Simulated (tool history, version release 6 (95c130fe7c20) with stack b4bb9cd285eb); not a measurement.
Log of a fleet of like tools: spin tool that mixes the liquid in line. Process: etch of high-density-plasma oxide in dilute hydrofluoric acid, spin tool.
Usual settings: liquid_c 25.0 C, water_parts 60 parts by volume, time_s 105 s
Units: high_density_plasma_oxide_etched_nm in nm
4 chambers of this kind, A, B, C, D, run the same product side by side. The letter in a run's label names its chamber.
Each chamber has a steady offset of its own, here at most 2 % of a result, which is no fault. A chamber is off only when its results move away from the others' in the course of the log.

run	day	liquid_c	water_parts	time_s	hours since the thermometer was replaced	hours since the hydrofluoric acid flow meter was replaced	read-back film thickness of the high-density-plasma oxide reference wafer, read on the same gauge (nm)	high_density_plasma_oxide_etched_nm
1C	0.346	25.0	60	105	292.8	210.6	59.986	18.1450
2B	0.767	25.0	60	105	864.2	32.5	60.013	18.5470
3A	1.242	25.0	60	105	1415.8	284.8	60.047	18.2480
4D	1.617	25.0	60	105	2201.1	453.7	59.988	18.1590
5D	2.125	25.0	60	105	2213.3	465.9	60.011	18.3890
6B	2.671	25.0	60	105	909.9	78.2	60.006	18.6370
7A	2.962	25.0	60	105	1457.1	326.1	60.001	18.1170
8C	3.246	25.0	60	105	362.4	280.2	60.010	18.3850
9C	3.779	25.0	60	70	375.2	293.0	59.987	12.3230
10D	4.188	25.0	60	70	2262.8	515.4	59.977	12.1140
11B	4.608	25.0	60	70	956.4	124.7	60.005	12.4400
12A	4.883	25.0	60	70	1503.2	372.2	60.030	11.9700
13B	5.142	25.0	60	105	969.2	137.5	59.974	18.4780
14A	5.696	29.5	80	105	1522.7	391.7	60.008	15.2090
15C	6.117	29.5	80	105	431.3	349.1	60.044	15.8010
# day 6.496: chamber D: thermometer replaced
16D	6.679	29.5	80	105	4.5	575.2	60.001	15.8180
17B	7.212	29.5	80	105	1018.9	187.2	60.012	15.9860
18C	7.546	25.0	75	105	465.6	383.4	60.013	14.2210
19A	8.029	25.0	75	105	1578.7	447.7	59.975	13.3320
20D	8.296	25.0	75	105	43.3	614.0	60.022	14.3050
21D	8.746	25.0	75	105	54.1	624.8	59.991	14.2360
22B	9.188	25.0	80	65	1066.3	234.6	59.972	8.3960
23C	9.746	25.0	80	65	518.4	436.2	59.968	8.2361
24A	10.188	25.0	80	65	1630.5	499.5	60.000	7.4679
25D	10.488	25.0	80	65	95.9	666.6	59.966	8.2558
26B	10.792	25.0	60	105	1104.8	273.1	60.004	18.4810
27A	11.300	25.0	60	105	1657.2	526.2	60.023	16.4390
28C	11.700	25.0	60	105	565.3	483.1	59.987	18.2880
29C	11.983	25.0	60	105	572.1	489.9	60.027	17.8910

Next, every chamber runs the same settings. What will each give?
30A	12.388	25.0	60	65				?
30B	12.388	25.0	60	65				?
30C	12.388	25.0	60	65				?
30D	12.388	25.0	60	65				?

run	high_density_plasma_oxide_etched_nm
30A	10.1080
30B	11.5250
30C	11.3670
30D	11.3650
